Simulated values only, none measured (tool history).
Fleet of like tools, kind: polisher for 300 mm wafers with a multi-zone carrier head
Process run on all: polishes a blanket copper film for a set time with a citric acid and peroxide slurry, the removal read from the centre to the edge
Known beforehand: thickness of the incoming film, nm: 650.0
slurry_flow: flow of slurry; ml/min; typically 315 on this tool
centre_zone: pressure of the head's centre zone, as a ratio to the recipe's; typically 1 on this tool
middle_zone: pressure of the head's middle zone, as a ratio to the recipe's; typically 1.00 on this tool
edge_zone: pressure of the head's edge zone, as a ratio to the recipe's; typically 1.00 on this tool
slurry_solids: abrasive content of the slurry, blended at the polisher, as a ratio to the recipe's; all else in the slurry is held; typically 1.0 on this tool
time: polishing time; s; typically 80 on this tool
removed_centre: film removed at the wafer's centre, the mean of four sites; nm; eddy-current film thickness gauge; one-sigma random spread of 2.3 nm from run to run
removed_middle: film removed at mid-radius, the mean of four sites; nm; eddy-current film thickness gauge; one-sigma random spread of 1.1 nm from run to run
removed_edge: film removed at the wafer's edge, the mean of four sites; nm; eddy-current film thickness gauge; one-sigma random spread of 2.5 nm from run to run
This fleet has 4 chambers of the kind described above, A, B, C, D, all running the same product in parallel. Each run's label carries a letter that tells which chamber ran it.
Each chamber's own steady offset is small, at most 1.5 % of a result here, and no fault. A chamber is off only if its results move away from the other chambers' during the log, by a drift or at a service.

run,hour,slurry_flow,centre_zone,middle_zone,edge_zone,slurry_solids,time,wafers polished on this pad,hours since the slurry nozzle was cleaned,hours since the centre zone pressure was calibrated,hours since the edge zone pressure was calibrated,removed_centre,removed_middle,removed_edge
# hour 1.1: chamber C: edge zone pressure recalibrated
1C,4.9,315,1,1.00,1.00,1.0,80,827,143.1,310.8,3.9,165.59,166.94,163.67
# hour 7.8: chamber B: worn pad replaced by a new one
2D,11.7,315,1,1.00,1.00,1.0,80,365,161.6,287.4,263.6,166.74,164.57,169.73
# hour 15.0: chamber C: worn pad replaced by a new one
3B,16.0,315,1,1.00,1.00,1.0,80,88,546.6,28.1,244.8,167.57,167.69,162.50
4A,19.0,315,1,1.00,1.00,1.0,80,1031,132.3,776.3,448.8,168.01,166.49,167.16
5C,23.8,315,1,1.00,1.00,1.0,80,95,162.0,329.7,22.8,168.44,166.84,166.28
# hour 30.1: chamber A: worn pad replaced by a new one
6B,30.4,315,1,1.00,1.00,0.9,80,243,561.0,42.5,259.2,159.95,164.21,159.51
7D,35.2,315,1,1.00,1.00,0.9,80,617,185.1,310.9,287.1,164.06,161.46,163.39
8A,39.6,315,1,1.00,1.00,0.9,80,102,152.9,796.9,469.4,165.23,161.32,162.68
# hour 40.7: chamber B: slurry nozzle cleaned
9B,45.4,315,1,1.00,1.00,0.9,80,404,4.7,57.5,274.2,165.65,163.65,160.94
10C,49.1,315,1,1.04,0.90,1.0,80,366,187.3,355.0,48.1,171.29,171.49,155.54
# hour 51.1: chamber D: edge zone pressure recalibrated
11A,53.2,315,1,1.04,0.90,1.0,80,248,166.5,810.5,483.0,168.24,173.16,157.86
# hour 54.8: chamber A: centre zone pressure recalibrated
12D,59.2,315,1,1.04,0.90,1.0,80,875,209.1,334.9,8.2,163.19,171.53,155.16
# hour 63.4: chamber C: centre zone pressure recalibrated
13B,65.5,315,1,1.04,0.90,1.0,80,620,24.8,77.6,294.3,165.27,173.29,159.95
14D,69.9,405,1,1.00,1.00,1.0,80,990,219.8,345.6,18.9,168.56,168.59,167.93
15C,74.7,405,1,1.00,1.00,1.0,80,641,212.9,11.3,73.7,167.84,166.86,171.24
# hour 74.8: chamber D: worn pad replaced by a new one
# hour 78.1: chamber C: slurry nozzle cleaned
16A,81.1,405,1,1.00,1.00,1.0,80,548,194.4,26.4,510.9,148.52,169.54,169.45
17B,85.2,405,1,1.00,1.00,1.0,80,831,44.5,97.3,314.0,170.77,169.31,169.12
18C,88.8,315,1,1.00,1.00,1.0,80,793,10.8,25.4,87.8,169.81,162.70,164.46
19A,92.0,315,1,1.00,1.00,1.0,80,665,205.3,37.3,521.8,147.96,165.67,169.32
20D,98.6,315,1,1.00,1.00,1.0,80,256,248.5,374.3,47.6,167.00,166.29,170.54
# hour 101.6: chamber C: worn pad replaced by a new one
21B,103.7,315,1,1.00,1.00,1.0,80,1030,63.0,115.8,332.5,166.11,165.27,164.99
# hour 106.1: chamber A: slurry nozzle cleaned
# hour 109.1: chamber B: worn pad replaced by a new one
22D,110.2,315,1,1.00,1.00,1.0,80,380,260.1,385.9,59.2,165.62,167.89,169.07
23A,115.6,315,1,1.00,1.00,1.0,80,918,9.5,60.9,545.4,147.61,165.90,169.95
24C,122.3,315,1,1.00,1.00,1.0,80,223,44.3,58.9,121.3,165.58,166.24,167.81
# hour 124.0: chamber A: worn pad replaced by a new one
25B,129.1,315,1,1.00,1.00,1.0,80,215,88.4,141.2,357.9,162.73,166.88,161.36
26A,134.0,315,1,0.90,0.95,1.0,80,107,27.9,79.3,563.8,149.20,151.66,163.39

Each of the 4 chambers runs these same settings next. Fill in every chamber's results:
27A,138.9,315,1,0.89,1.00,1.0,80,,,,,?,?,?
27B,138.9,315,1,0.89,1.00,1.0,80,,,,,?,?,?
27C,138.9,315,1,0.89,1.00,1.0,80,,,,,?,?,?
27D,138.9,315,1,0.89,1.00,1.0,80,,,,,?,?,?

run,removed_centre,removed_middle,removed_edge
27A,148.71,149.40,165.83
27B,163.72,149.63,165.18
27C,166.05,147.02,164.62
27D,169.55,149.20,166.23

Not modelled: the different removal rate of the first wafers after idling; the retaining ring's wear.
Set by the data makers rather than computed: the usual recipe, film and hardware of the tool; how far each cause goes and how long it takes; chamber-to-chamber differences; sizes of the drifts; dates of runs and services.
